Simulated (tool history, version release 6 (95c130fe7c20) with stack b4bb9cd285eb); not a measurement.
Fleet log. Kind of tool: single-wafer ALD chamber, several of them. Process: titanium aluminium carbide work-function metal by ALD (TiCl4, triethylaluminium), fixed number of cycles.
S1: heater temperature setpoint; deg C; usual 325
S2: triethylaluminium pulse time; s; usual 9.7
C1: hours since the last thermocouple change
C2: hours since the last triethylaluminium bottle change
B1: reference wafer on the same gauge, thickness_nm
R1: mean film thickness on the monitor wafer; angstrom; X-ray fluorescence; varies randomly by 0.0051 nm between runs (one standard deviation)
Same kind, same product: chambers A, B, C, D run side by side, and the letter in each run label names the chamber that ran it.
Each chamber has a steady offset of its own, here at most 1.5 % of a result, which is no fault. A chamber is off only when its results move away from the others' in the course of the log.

Run 1C, hour 6.4: usual settings; C1 31.4; C2 609.5; B1 1.7886. Result: R1 22.046 angstrom.
Run 2B, hour 14.0: usual settings; C1 667.9; C2 191.9; B1 1.7908. Result: R1 21.796 angstrom.
Run 3A, hour 18.5: usual settings; C1 172.1; C2 466.8; B1 1.7902. Result: R1 22.163 angstrom.
Run 4D, hour 23.1: usual settings; C1 574.3; C2 262.6; B1 1.7906. Result: R1 22.339 angstrom.
Run 5C, hour 28.3: usual settings; C1 53.3; C2 631.4; B1 1.7904. Result: R1 22.091 angstrom.
Run 6A, hour 34.4: usual settings; C1 188.0; C2 482.7; B1 1.7897. Result: R1 22.111 angstrom.
Run 7D, hour 38.8: usual settings; C1 590.0; C2 278.3; B1 1.7897. Result: R1 22.342 angstrom.
Run 8B, hour 44.1: usual settings; C1 698.0; C2 222.0; B1 1.7891. Result: R1 21.860 angstrom.
Run 9B, hour 52.2: usual settings; C1 706.1; C2 230.1; B1 1.7893. Result: R1 21.709 angstrom.
Run 10D, hour 58.8: usual settings; C1 610.0; C2 298.3; B1 1.7893. Result: R1 22.274 angstrom.
Run 11A, hour 66.6: usual settings; C1 220.2; C2 514.9; B1 1.7904. Result: R1 22.163 angstrom.
Run 12C, hour 74.8: usual settings; C1 99.8; C2 677.9; B1 1.7909. Result: R1 22.017 angstrom.
Run 13C, hour 80.7: usual settings; C1 105.7; C2 683.8; B1 1.7888. Result: R1 22.050 angstrom.
Run 14D, hour 87.4: usual settings but S1 331 deg C; C1 638.6; C2 326.9; B1 1.7899. Result: R1 22.820 angstrom.
Run 15B, hour 92.8: usual settings but S1 331 deg C; C1 746.7; C2 270.7; B1 1.7900. Result: R1 22.150 angstrom.
Run 16A, hour 97.5: usual settings but S1 331 deg C; C1 251.1; C2 545.8; B1 1.7898. Result: R1 22.693 angstrom.
Run 17D, hour 101.7: usual settings but S1 331 deg C; C1 652.9; C2 341.2; B1 1.7905. Result: R1 22.789 angstrom.
Run 18C, hour 108.0: usual settings; C1 133.0; C2 711.1; B1 1.7892. Result: R1 22.009 angstrom.
At hour 113.9: chamber C: triethylaluminium bottle replaced.
Run 19B, hour 115.7: usual settings; C1 769.6; C2 293.6; B1 1.7892. Result: R1 21.671 angstrom.
Run 20A, hour 119.9: usual settings; C1 273.5; C2 568.2; B1 1.7899. Result: R1 22.251 angstrom.
Run 21B, hour 124.3: usual settings; C1 778.2; C2 302.2; B1 1.7902. Result: R1 21.657 angstrom.
Run 22D, hour 128.6: usual settings; C1 679.8; C2 368.1; B1 1.7898. Result: R1 22.247 angstrom.
Run 23A, hour 134.0: usual settings; C1 287.6; C2 582.3; B1 1.7900. Result: R1 22.214 angstrom.
Run 24C, hour 142.2: usual settings; C1 167.2; C2 28.3; B1 1.7899. Result: R1 22.039 angstrom.
Run 25D, hour 150.3: usual settings; C1 701.5; C2 389.8; B1 1.7904. Result: R1 22.305 angstrom.
Run 26C, hour 155.5: usual settings; C1 180.5; C2 41.6; B1 1.7901. Result: R1 22.077 angstrom.
Run 27B, hour 161.7: usual settings; C1 815.6; C2 339.6; B1 1.7894. Result: R1 21.549 angstrom.
Run 28A, hour 165.4: usual settings but S1 313 deg C; C1 319.0; C2 613.7; B1 1.7899. Result: R1 21.088 angstrom.
Run 29A, hour 173.4: usual settings but S1 313 deg C; C1 327.0; C2 621.7; B1 1.7907. Result: R1 21.083 angstrom.
Run 30B, hour 177.2: usual settings but S1 313 deg C; C1 831.1; C2 355.1; B1 1.7892. Result: R1 20.456 angstrom.
Run 31C, hour 181.6: usual settings but S1 313 deg C; C1 206.6; C2 67.7; B1 1.7903. Result: R1 21.004 angstrom.
Run 32D, hour 188.0: usual settings; C1 739.2; C2 427.5; B1 1.7911. Result: R1 22.239 angstrom.
Run 33C, hour 192.4: usual settings; C1 217.4; C2 78.5; B1 1.7896. Result: R1 22.153 angstrom.
Run 34B, hour 198.7: usual settings; C1 852.6; C2 376.6; B1 1.7900. Result: R1 21.359 angstrom.
Run 35A, hour 206.1: usual settings; C1 359.7; C2 654.4; B1 1.7892. Result: R1 22.227 angstrom.
Run 36D, hour 210.0: usual settings; C1 761.2; C2 449.5; B1 1.7901. Result: R1 22.376 angstrom.
Run 37B, hour 214.5: usual settings; C1 868.4; C2 392.4; B1 1.7897. Result: R1 21.348 angstrom.
Run 38C, hour 220.4: usual settings but S2 12.8 s; C1 245.4; C2 106.5; B1 1.7904. Result: R1 22.567 angstrom.
Run 39A, hour 227.2: usual settings but S2 12.8 s; C1 380.8; C2 675.5; B1 1.7900. Result: R1 22.586 angstrom.
Run 40D, hour 231.1: usual settings but S2 12.8 s; C1 782.3; C2 470.6; B1 1.7903. Result: R1 22.835 angstrom.
Run 41C, hour 235.5: usual settings but S2 12.8 s; C1 260.5; C2 121.6; B1 1.7905. Result: R1 22.646 angstrom.
Run 42D, hour 240.0: usual settings; C1 791.2; C2 479.5; B1 1.7904. Result: R1 22.218 angstrom.
Run 43A, hour 246.5: usual settings; C1 400.1; C2 694.8; B1 1.7893. Result: R1 22.125 angstrom.

Next, every chamber runs the same settings. What will each give?
Run 44A, hour 252.4: usual settings. Result: R1 ?.
Run 44B, hour 252.4: usual settings. Result: R1 ?.
Run 44C, hour 252.4: usual settings. Result: R1 ?.
Run 44D, hour 252.4: usual settings. Result: R1 ?.

run      R1
44A  22.175
44B  21.301
44C  22.039
44D  22.248

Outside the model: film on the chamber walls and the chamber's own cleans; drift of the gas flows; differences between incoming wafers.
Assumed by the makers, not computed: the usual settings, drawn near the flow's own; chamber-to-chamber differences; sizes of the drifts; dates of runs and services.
